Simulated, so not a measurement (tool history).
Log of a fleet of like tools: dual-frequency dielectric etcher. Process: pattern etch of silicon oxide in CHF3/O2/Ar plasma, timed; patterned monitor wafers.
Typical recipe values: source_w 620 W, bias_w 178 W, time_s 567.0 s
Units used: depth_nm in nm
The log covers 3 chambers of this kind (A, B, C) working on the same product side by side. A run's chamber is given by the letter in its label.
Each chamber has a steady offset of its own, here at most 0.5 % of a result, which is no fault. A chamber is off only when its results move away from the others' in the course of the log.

run   hour  source_w  bias_w  time_s  hours since the last wet clean  hours since the last source power generator calibration  hours since the last bias power generator calibration  read-back reference wafer on the same gauge, depth_nm  depth_nm
 1A    6.6       620     178   567.0                           152.1                                                    248.8                                                 1812.2                                                 1030.1   1127.40
 2C   16.0       620     178   567.0                           110.0                                                    438.2                                                 2281.7                                                 1030.6   1128.00
 3B   24.5       620     178   567.0                           115.4                                                   4042.0                                                  914.4                                                 1029.7   1135.70
 4B   33.6       620     178   567.0                           124.5                                                   4051.1                                                  923.5                                                 1029.5   1133.20
 5C   41.3       620     178   567.0                           135.3                                                    463.5                                                 2307.0                                                 1029.6   1133.70
 6A   49.4       760     178   451.5                           194.9                                                    291.6                                                 1855.0                                                 1030.5    971.44
 7C   56.0       760     178   451.5                           150.0                                                    478.2                                                 2321.7                                                 1029.6    973.80
 8A   65.2       760     178   451.5                           210.7                                                    307.4                                                 1870.8                                                 1029.3    970.69
 9B   75.0       620     178   567.0                           165.9                                                   4092.5                                                  964.9                                                 1029.5   1132.40
10C   83.3       620     178   567.0                           177.3                                                    505.5                                                 2349.0                                                 1029.6   1129.30
11A   89.7       620     178   567.0                           235.2                                                    331.9                                                 1895.3                                                 1030.2   1133.00
12B   95.8       620     178   567.0                           186.7                                                   4113.3                                                  985.7                                                 1030.5   1132.50
13B  102.3       620     178   567.0                           193.2                                                   4119.8                                                  992.2                                                 1030.1   1133.00
     109.0  -- chamber B: source power generator calibrated
14C  109.5       620     178   567.0                           203.5                                                    531.7                                                 2375.2                                                 1029.1   1136.60
15A  118.2       620     178   567.0                           263.7                                                    360.4                                                 1923.8                                                 1029.8   1126.40
16A  125.7       620     178   567.0                           271.2                                                    367.9                                                 1931.3                                                 1030.1   1135.00
17B  130.5       740     178   693.0                           221.4                                                     21.6                                                 1020.4                                                 1030.1   1484.20
18C  136.1       740     178   693.0                           230.1                                                    558.3                                                 2401.8                                                 1029.7   1477.60
19B  145.1       740     178   693.0                           236.0                                                     36.2                                                 1035.0                                                 1029.7   1484.80
20A  151.6       620     178   567.0                           297.1                                                    393.8                                                 1957.2                                                 1029.4   1130.90
21C  161.3       620     178   567.0                           255.3                                                    583.5                                                 2427.0                                                 1030.0   1130.40
22C  167.3       620     178   567.0                           261.3                                                    589.5                                                 2433.0                                                 1030.4   1129.90
23A  174.0       620     178   567.0                           319.5                                                    416.2                                                 1979.6                                                 1029.8   1127.90
24B  179.0       620     178   567.0                           269.9                                                     70.1                                                 1068.9                                                 1030.0   1137.30
25C  183.9       540     178   472.0                           277.9                                                    606.1                                                 2449.6                                                 1029.7    898.78
26A  188.9       540     178   472.0                           334.4                                                    431.1                                                 1994.5                                                 1029.7    891.95
27B  196.2       540     178   472.0                           287.1                                                     87.3                                                 1086.1                                                 1030.3    890.22
28B  202.6       620     178   567.0                           293.5                                                     93.7                                                 1092.5                                                 1030.4   1132.70
29C  211.4       620     212   706.5                           305.4                                                    633.6                                                 2477.1                                                 1030.0   1500.90
30A  216.4       620     212   706.5                           361.9                                                    458.6                                                 2022.0                                                 1030.8   1496.60
31C  226.0       620     212   706.5                           320.0                                                    648.2                                                 2491.7                                                 1029.6   1487.70
32B  232.8       620     178   567.0                           323.7                                                    123.9                                                 1122.7                                                 1029.7   1129.20
33A  242.7       620     178   567.0                           388.2                                                    484.9                                                 2048.3                                                 1029.1   1130.30
     250.5  -- chamber B: wet clean of the chamber
34A  252.6       620     178   567.0                           398.1                                                    494.8                                                 2058.2                                                 1029.9   1129.60
     256.4  -- chamber C: wet clean of the chamber
35B  261.5       620     178   567.0                            11.0                                                    152.6                                                 1151.4                                                 1030.3   1135.40
36C  269.8       620     199   473.5                            13.4                                                    692.0                                                 2535.5                                                 1029.9    980.85
37A  274.3       620     199   473.5                           419.8                                                    516.5                                                 2079.9                                                 1029.1    978.92
38C  281.6       620     199   473.5                            25.2                                                    703.8                                                 2547.3                                                 1030.3    988.38
39B  288.6       620     178   567.0                            38.1                                                    179.7                                                 1178.5                                                 1029.7   1131.90
40C  295.8       620     178   567.0                            39.4                                                    718.0                                                 2561.5                                                 1030.0   1126.10
41B  302.1       620     178   567.0                            51.6                                                    193.2                                                 1192.0                                                 1030.0   1128.70
42A  311.0       620     178   567.0                           456.5                                                    553.2                                                 2116.6                                                 1030.3   1120.80
43A  317.5       620     178   567.0                           463.0                                                    559.7                                                 2123.1                                                 1030.1   1130.50
44C  322.4       620     178   567.0                            66.0                                                    744.6                                                 2588.1                                                 1030.0   1127.10

Does one chamber stand apart from the rest, does the shared gauge drift, or is all well apart from small per-chamber offsets? Give the chamber and the most likely cause, where there is one.

No chamber is off and the gauge is stable; the differences are just each chamber's small, constant offset.
